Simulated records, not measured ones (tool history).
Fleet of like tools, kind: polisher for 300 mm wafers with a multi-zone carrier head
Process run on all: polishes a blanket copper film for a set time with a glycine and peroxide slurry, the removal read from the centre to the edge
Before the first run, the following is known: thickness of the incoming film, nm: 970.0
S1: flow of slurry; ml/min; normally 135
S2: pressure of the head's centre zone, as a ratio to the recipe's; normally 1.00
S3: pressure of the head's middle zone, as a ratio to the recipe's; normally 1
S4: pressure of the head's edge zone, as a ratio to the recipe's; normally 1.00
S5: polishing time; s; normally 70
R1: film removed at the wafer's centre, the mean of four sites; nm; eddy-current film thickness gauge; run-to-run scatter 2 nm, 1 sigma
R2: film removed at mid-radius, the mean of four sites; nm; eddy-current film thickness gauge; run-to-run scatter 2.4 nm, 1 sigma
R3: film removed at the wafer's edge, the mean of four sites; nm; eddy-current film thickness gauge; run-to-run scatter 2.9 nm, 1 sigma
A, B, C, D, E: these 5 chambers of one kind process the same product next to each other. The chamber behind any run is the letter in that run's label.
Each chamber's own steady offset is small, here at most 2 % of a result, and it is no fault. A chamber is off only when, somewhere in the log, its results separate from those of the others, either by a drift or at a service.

{"day": 0.008, "done": "chamber B: edge zone pressure recalibrated"}
{"run": "1A", "day": 0.117, "S1": 135, "S2": 1.0, "S3": 1, "S4": 1.0, "S5": 70, "R1": 204.47, "R2": 204.99, "R3": 208.35}
{"run": "2D", "day": 0.317, "S1": 135, "S2": 1.0, "S3": 1, "S4": 1.0, "S5": 70, "R1": 202.91, "R2": 206.82, "R3": 202.69}
{"run": "3E", "day": 0.45, "S1": 135, "S2": 1.0, "S3": 1, "S4": 1.0, "S5": 70, "R1": 208.51, "R2": 206.49, "R3": 210.8}
{"run": "4C", "day": 0.6, "S1": 135, "S2": 1.0, "S3": 1, "S4": 1.0, "S5": 70, "R1": 206.5, "R2": 207.1, "R3": 204.49}
{"run": "5B", "day": 0.712, "S1": 135, "S2": 1.12, "S3": 1, "S4": 1.0, "S5": 70, "R1": 236.37, "R2": 204.5, "R3": 205.05}
{"day": 0.829, "done": "chamber E: slurry nozzle cleaned"}
{"day": 0.871, "done": "chamber A: worn pad replaced by a new one"}
{"run": "6A", "day": 0.879, "S1": 135, "S2": 1.12, "S3": 1, "S4": 1.0, "S5": 70, "R1": 232.92, "R2": 207.86, "R3": 213.26}
{"day": 0.938, "done": "chamber C: worn pad replaced by a new one"}
{"run": "7E", "day": 1.042, "S1": 135, "S2": 1.12, "S3": 1, "S4": 1.0, "S5": 70, "R1": 229.89, "R2": 206.67, "R3": 207.24}
{"run": "8D", "day": 1.242, "S1": 135, "S2": 1.12, "S3": 1, "S4": 1.0, "S5": 70, "R1": 233.94, "R2": 203.61, "R3": 211.78}
{"run": "9B", "day": 1.392, "S1": 135, "S2": 1.12, "S3": 1, "S4": 1.0, "S5": 70, "R1": 233.74, "R2": 211.05, "R3": 205.87}
{"run": "10C", "day": 1.525, "S1": 135, "S2": 1.0, "S3": 1, "S4": 1.0, "S5": 70, "R1": 204.87, "R2": 204.2, "R3": 208.34}
{"run": "11D", "day": 1.738, "S1": 135, "S2": 1.0, "S3": 1, "S4": 1.0, "S5": 70, "R1": 206.69, "R2": 205.67, "R3": 204.54}
{"day": 1.825, "done": "chamber B: centre zone pressure recalibrated"}
{"run": "12B", "day": 1.858, "S1": 135, "S2": 1.0, "S3": 1, "S4": 1.0, "S5": 70, "R1": 232.64, "R2": 206.6, "R3": 205.95}
{"run": "13A", "day": 2.029, "S1": 135, "S2": 1.0, "S3": 1, "S4": 1.0, "S5": 70, "R1": 205.34, "R2": 207.96, "R3": 204.96}
{"run": "14E", "day": 2.133, "S1": 135, "S2": 1.0, "S3": 1, "S4": 1.0, "S5": 70, "R1": 207.37, "R2": 203.31, "R3": 208.12}
{"run": "15C", "day": 2.242, "S1": 135, "S2": 1.0, "S3": 1, "S4": 1.0, "S5": 70, "R1": 203.71, "R2": 206.25, "R3": 202.8}
{"run": "16A", "day": 2.333, "S1": 135, "S2": 1.0, "S3": 1, "S4": 1.0, "S5": 70, "R1": 207.84, "R2": 207.03, "R3": 210.87}
{"run": "17B", "day": 2.471, "S1": 135, "S2": 1.0, "S3": 1, "S4": 1.0, "S5": 70, "R1": 229.96, "R2": 212.6, "R3": 208.36}
{"run": "18E", "day": 2.621, "S1": 175, "S2": 1.11, "S3": 1, "S4": 1.0, "S5": 70, "R1": 242.64, "R2": 211.7, "R3": 214.15}
{"run": "19D", "day": 2.742, "S1": 175, "S2": 1.11, "S3": 1, "S4": 1.0, "S5": 70, "R1": 241.9, "R2": 217.43, "R3": 217.7}
{"run": "20C", "day": 2.838, "S1": 175, "S2": 1.11, "S3": 1, "S4": 1.0, "S5": 70, "R1": 244.06, "R2": 215.04, "R3": 211.32}
{"run": "21D", "day": 2.933, "S1": 175, "S2": 1.11, "S3": 1, "S4": 1.0, "S5": 70, "R1": 245.88, "R2": 216.97, "R3": 213.71}
{"day": 2.946, "done": "chamber A: slurry nozzle cleaned"}
{"run": "22E", "day": 3.129, "S1": 175, "S2": 1.11, "S3": 1, "S4": 1.0, "S5": 70, "R1": 245.08, "R2": 215.46, "R3": 213.35}
{"day": 3.158, "done": "chamber C: worn pad replaced by a new one"}
{"day": 3.262, "done": "chamber E: worn pad replaced by a new one"}
{"run": "23C", "day": 3.329, "S1": 135, "S2": 1.0, "S3": 1, "S4": 1.0, "S5": 70, "R1": 207.95, "R2": 208.26, "R3": 209.83}
{"run": "24A", "day": 3.467, "S1": 135, "S2": 1.0, "S3": 1, "S4": 1.0, "S5": 70, "R1": 207.33, "R2": 205.71, "R3": 204.58}
{"run": "25B", "day": 3.583, "S1": 135, "S2": 1.0, "S3": 1, "S4": 1.0, "S5": 70, "R1": 229.97, "R2": 210.4, "R3": 207.67}
{"run": "26B", "day": 3.7, "S1": 135, "S2": 1.0, "S3": 1, "S4": 1.0, "S5": 70, "R1": 230.45, "R2": 208.4, "R3": 207.96}
{"run": "27A", "day": 3.846, "S1": 135, "S2": 1.0, "S3": 1, "S4": 1.0, "S5": 70, "R1": 206.6, "R2": 209.7, "R3": 212.29}
{"run": "28D", "day": 3.954, "S1": 135, "S2": 1.0, "S3": 1, "S4": 1.0, "S5": 70, "R1": 203.25, "R2": 209.1, "R3": 204.71}
{"run": "29C", "day": 4.083, "S1": 135, "S2": 1.0, "S3": 1, "S4": 1.0, "S5": 70, "R1": 209.4, "R2": 200.8, "R3": 203.92}
{"run": "30E", "day": 4.283, "S1": 135, "S2": 1.0, "S3": 1, "S4": 1.0, "S5": 70, "R1": 208.82, "R2": 205.05, "R3": 208.81}
{"run": "31C", "day": 4.442, "S1": 135, "S2": 1.0, "S3": 1, "S4": 1.0, "S5": 70, "R1": 209.09, "R2": 208.33, "R3": 208.33}
{"run": "32E", "day": 4.633, "S1": 135, "S2": 1.0, "S3": 1, "S4": 1.0, "S5": 70, "R1": 206.81, "R2": 206.28, "R3": 208.6}
{"run": "33B", "day": 4.754, "S1": 135, "S2": 1.0, "S3": 1, "S4": 1.0, "S5": 70, "R1": 229.12, "R2": 208.99, "R3": 206.35}
{"run": "34D", "day": 4.846, "S1": 135, "S2": 1.0, "S3": 1, "S4": 1.0, "S5": 70, "R1": 207.89, "R2": 210.97, "R3": 206.68}
{"run": "35A", "day": 5.042, "S1": 135, "S2": 1.0, "S3": 1, "S4": 1.0, "S5": 70, "R1": 206.15, "R2": 205.95, "R3": 209.7}
{"run": "36E", "day": 5.146, "S1": 135, "S2": 1.0, "S3": 1, "S4": 1.0, "S5": 70, "R1": 206.34, "R2": 203.7, "R3": 207.93}
{"day": 5.162, "done": "chamber D: worn pad replaced by a new one"}
{"run": "37A", "day": 5.242, "S1": 135, "S2": 1.0, "S3": 1, "S4": 1.0, "S5": 70, "R1": 205.23, "R2": 209.7, "R3": 201.58}
{"run": "38D", "day": 5.367, "S1": 135, "S2": 1.0, "S3": 1, "S4": 1.0, "S5": 70, "R1": 203.08, "R2": 207.65, "R3": 206.51}
{"run": "39B", "day": 5.558, "S1": 135, "S2": 1.0, "S3": 1, "S4": 1.0, "S5": 81, "R1": 270.62, "R2": 243.23, "R3": 243.96}
{"run": "40C", "day": 5.75, "S1": 135, "S2": 1.0, "S3": 1, "S4": 1.0, "S5": 81, "R1": 241.92, "R2": 239.53, "R3": 234.54}
{"run": "41D", "day": 5.962, "S1": 135, "S2": 1.0, "S3": 1, "S4": 1.0, "S5": 81, "R1": 237.53, "R2": 245.04, "R3": 239.22}

Next, every chamber runs the same settings. What will each give?
{"run": "42A", "day": 6.112, "S1": 135, "S2": 1.0, "S3": 1, "S4": 1.05, "S5": 70, "R1": "?", "R2": "?", "R3": "?"}
{"run": "42B", "day": 6.112, "S1": 135, "S2": 1.0, "S3": 1, "S4": 1.05, "S5": 70, "R1": "?", "R2": "?", "R3": "?"}
{"run": "42C", "day": 6.112, "S1": 135, "S2": 1.0, "S3": 1, "S4": 1.05, "S5": 70, "R1": "?", "R2": "?", "R3": "?"}
{"run": "42D", "day": 6.112, "S1": 135, "S2": 1.0, "S3": 1, "S4": 1.05, "S5": 70, "R1": "?", "R2": "?", "R3": "?"}
{"run": "42E", "day": 6.112, "S1": 135, "S2": 1.0, "S3": 1, "S4": 1.05, "S5": 70, "R1": "?", "R2": "?", "R3": "?"}

run=42A R1=206.42 R2=204.82 R3=220.83
run=42B R1=231.29 R2=206.11 R3=210.46
run=42C R1=206.82 R2=206.90 R3=210.85
run=42D R1=207.73 R2=205.48 R3=204.07
run=42E R1=204.02 R2=205.81 R3=213.13
